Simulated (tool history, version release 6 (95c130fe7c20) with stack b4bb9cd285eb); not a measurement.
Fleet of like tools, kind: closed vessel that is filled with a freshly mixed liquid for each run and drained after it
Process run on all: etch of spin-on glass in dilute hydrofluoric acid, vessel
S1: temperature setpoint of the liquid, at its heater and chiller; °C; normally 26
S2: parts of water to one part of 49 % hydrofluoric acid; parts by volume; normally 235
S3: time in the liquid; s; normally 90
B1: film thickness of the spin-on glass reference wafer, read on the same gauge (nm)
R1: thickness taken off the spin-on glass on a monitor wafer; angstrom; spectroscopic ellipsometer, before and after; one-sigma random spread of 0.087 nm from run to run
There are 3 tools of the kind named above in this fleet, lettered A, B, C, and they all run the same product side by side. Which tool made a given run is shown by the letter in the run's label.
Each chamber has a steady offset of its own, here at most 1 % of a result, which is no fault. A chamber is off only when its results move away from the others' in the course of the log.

| run | day | S1 | S2 | S3 | B1 | R1 |
|---|---|---|---|---|---|---|
|  | 0.079 | chamber B: thermometer replaced |
| 1C | 0.271 | 26 | 235 | 90 | 149.98 | 93.583 |
| 2A | 0.742 | 26 | 235 | 90 | 150.01 | 92.53 |
| 3B | 1.175 | 26 | 235 | 90 | 149.99 | 93.552 |
|  | 1.483 | chamber A: hydrofluoric acid flow meter replaced |
| 4B | 1.629 | 26 | 235 | 90 | 149.98 | 94.77 |
| 5C | 1.942 | 26 | 235 | 90 | 149.99 | 92.746 |
| 6A | 2.338 | 26 | 235 | 90 | 150 | 93.917 |
| 7C | 2.654 | 26 | 235 | 90 | 150.01 | 92.184 |
| 8A | 3.2 | 26 | 235 | 90 | 149.99 | 94.192 |
| 9B | 3.596 | 26 | 235 | 90 | 150.01 | 95.074 |
| 10A | 4.154 | 26 | 235 | 90 | 149.98 | 94.756 |
| 11C | 4.479 | 26 | 235 | 90 | 149.99 | 90.272 |
| 12B | 4.9 | 26 | 235 | 90 | 150 | 94.663 |
| 13A | 5.229 | 26 | 235 | 90 | 149.99 | 94.994 |
| 14C | 5.658 | 26 | 235 | 90 | 150.01 | 90.234 |
| 15B | 5.929 | 26 | 235 | 90 | 150 | 94.538 |
| 16C | 6.367 | 26 | 235 | 90 | 150 | 88.858 |
| 17A | 6.625 | 26 | 235 | 90 | 149.98 | 93.349 |
| 18B | 7.021 | 26 | 235 | 90 | 149.99 | 94.519 |
| 19C | 7.417 | 26 | 235 | 90 | 149.99 | 87.184 |
| 20A | 7.767 | 26 | 235 | 90 | 150.01 | 96.096 |
| 21B | 8.162 | 29 | 190 | 90 | 150.01 | 135.1 |
| 22A | 8.696 | 29 | 190 | 90 | 150.01 | 136.02 |
| 23C | 9.008 | 29 | 190 | 90 | 150.01 | 124.54 |
| 24B | 9.438 | 24 | 235 | 90 | 149.99 | 88.152 |
| 25C | 9.729 | 24 | 235 | 90 | 150.01 | 80.482 |
| 26A | 10.242 | 24 | 235 | 90 | 150.02 | 86.155 |
| 27B | 10.662 | 26 | 235 | 75 | 150.02 | 78.823 |
| 28C | 11.154 | 26 | 235 | 75 | 150.01 | 69.729 |
| 29B | 11.708 | 26 | 235 | 75 | 150.01 | 78.731 |
| 30A | 12.129 | 26 | 235 | 90 | 150.02 | 95.54 |
| 31B | 12.442 | 24.5 | 125 | 90 | 150 | 190.02 |
| 32A | 12.921 | 24.5 | 125 | 90 | 149.99 | 187.04 |
| 33C | 13.296 | 24.5 | 125 | 90 | 150.01 | 168.02 |

Is one chamber out of step, is the gauge drifting, or do the chambers differ by no more than their own small offsets? For an off chamber, give its letter and the likeliest cause.

One chamber, C, drifts off from the rest bit by bit.
Most likely cause: hydrofluoric acid flow below the setpoint (%) = 9.21.

Which of the 4 candidates below, each the usual settings with something changed and its results left as question marks, puts chamber C back in line with what the other chambers give on the usual settings?
In line means no further than this from the other chambers' mean on the usual settings: R1 3 angstrom
| 34C-1 | 13.712 | 25.5 | 260 | 90 |  | ? |
| 34C-2 | 13.712 | 26 | 215 | 100 |  | ? |
| 34C-3 | 13.712 | 26 | 220 | 95 |  | ? |
| 34C-4 | 13.712 | 26 | 255 | 80 |  | ? |

What the other chambers average on the usual settings: R1 94.576 angstrom
| run | R1 |
|---|---|
| 34C-1 | 71.314 |
| 34C-2 | 102.49 |
| 34C-3 | 94.612 |
| 34C-4 | 66.092 |
It is 34C-3 that realigns the chamber with its peers.
